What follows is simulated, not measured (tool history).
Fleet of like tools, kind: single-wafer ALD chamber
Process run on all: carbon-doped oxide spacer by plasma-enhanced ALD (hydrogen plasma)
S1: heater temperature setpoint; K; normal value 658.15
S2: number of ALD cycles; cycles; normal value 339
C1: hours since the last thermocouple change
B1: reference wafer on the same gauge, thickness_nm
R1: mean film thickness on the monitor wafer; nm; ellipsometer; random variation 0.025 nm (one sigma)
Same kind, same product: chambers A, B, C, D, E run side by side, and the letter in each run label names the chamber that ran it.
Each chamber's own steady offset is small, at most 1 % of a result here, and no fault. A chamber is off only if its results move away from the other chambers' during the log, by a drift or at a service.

run 1B hour=3.2 | S1=658.15 S2=339 | C1=2692.5 | B1=18.805 | R1=17.064
run 2A hour=9.1 | S1=658.15 S2=339 | C1=1011.1 | B1=18.795 | R1=16.855
run 3E hour=12.8 | S1=658.15 S2=339 | C1=1238.3 | B1=18.791 | R1=17.078
run 4D hour=18 | S1=658.15 S2=339 | C1=770.6 | B1=18.784 | R1=16.968
run 5C hour=22.9 | S1=658.15 S2=339 | C1=969.2 | B1=18.781 | R1=16.909
run 6C hour=29.1 | S1=658.15 S2=339 | C1=975.4 | B1=18.782 | R1=16.89
run 7E hour=35.5 | S1=658.15 S2=339 | C1=1261 | B1=18.77 | R1=17.047
run 8B hour=38.8 | S1=658.15 S2=339 | C1=2728.1 | B1=18.772 | R1=17.022
run 9A hour=44.4 | S1=658.15 S2=339 | C1=1046.4 | B1=18.761 | R1=16.78
run 10D hour=50.7 | S1=658.15 S2=339 | C1=803.3 | B1=18.766 | R1=16.909
run 11D hour=55.1 | S1=658.15 S2=339 | C1=807.7 | B1=18.76 | R1=16.89
run 12B hour=59.9 | S1=658.15 S2=339 | C1=2749.2 | B1=18.755 | R1=17.031
run 13C hour=63.4 | S1=658.15 S2=339 | C1=1009.7 | B1=18.756 | R1=16.858
run 14A hour=69.7 | S1=658.15 S2=401 | C1=1071.7 | B1=18.743 | R1=19.879
run 15E hour=75.8 | S1=658.15 S2=401 | C1=1301.3 | B1=18.748 | R1=20.122
run 16B hour=80 | S1=658.15 S2=401 | C1=2769.3 | B1=18.742 | R1=20.119
run 17C hour=84 | S1=658.15 S2=401 | C1=1030.3 | B1=18.74 | R1=19.9
run 18E hour=90.4 | S1=658.15 S2=401 | C1=1315.9 | B1=18.738 | R1=20.11
run 19A hour=95.2 | S1=658.15 S2=339 | C1=1097.2 | B1=18.734 | R1=16.783
run 20D hour=98.9 | S1=658.15 S2=339 | C1=851.5 | B1=18.725 | R1=16.917
run 21D hour=102.5 | S1=658.15 S2=339 | C1=855.1 | B1=18.725 | R1=16.896
run 22A hour=109.1 | S1=669.15 S2=339 | C1=1111.1 | B1=18.715 | R1=16.794
run 23C hour=112.1 | S1=669.15 S2=339 | C1=1058.4 | B1=18.717 | R1=16.844
run 24B hour=117.9 | S1=669.15 S2=339 | C1=2807.2 | B1=18.715 | R1=17
run 25E hour=121.4 | S1=669.15 S2=339 | C1=1346.9 | B1=18.71 | R1=16.948
run 26E hour=125.8 | S1=669.15 S2=339 | C1=1351.3 | B1=18.704 | R1=16.958
run 27A hour=129.5 | S1=658.15 S2=339 | C1=1131.5 | B1=18.7 | R1=16.772
run 28D hour=133.5 | S1=658.15 S2=339 | C1=886.1 | B1=18.698 | R1=16.864
run 29C hour=139.7 | S1=658.15 S2=339 | C1=1086 | B1=18.696 | R1=16.782
run 30B hour=142.6 | S1=648.15 S2=339 | C1=2831.9 | B1=18.699 | R1=16.98
run 31B hour=149 | S1=648.15 S2=339 | C1=2838.3 | B1=18.689 | R1=16.915

Which is it: a chamber that has drifted or been left off by a service, a gauge drift common to all chambers, or only each chamber's usual small offset? If a chamber is off, name it and its likeliest cause.

It is the gauge, not a chamber: its drift shows up in every chamber's results at once, and no chamber is off.
Cause: gauge reads low (%) = 0.606.
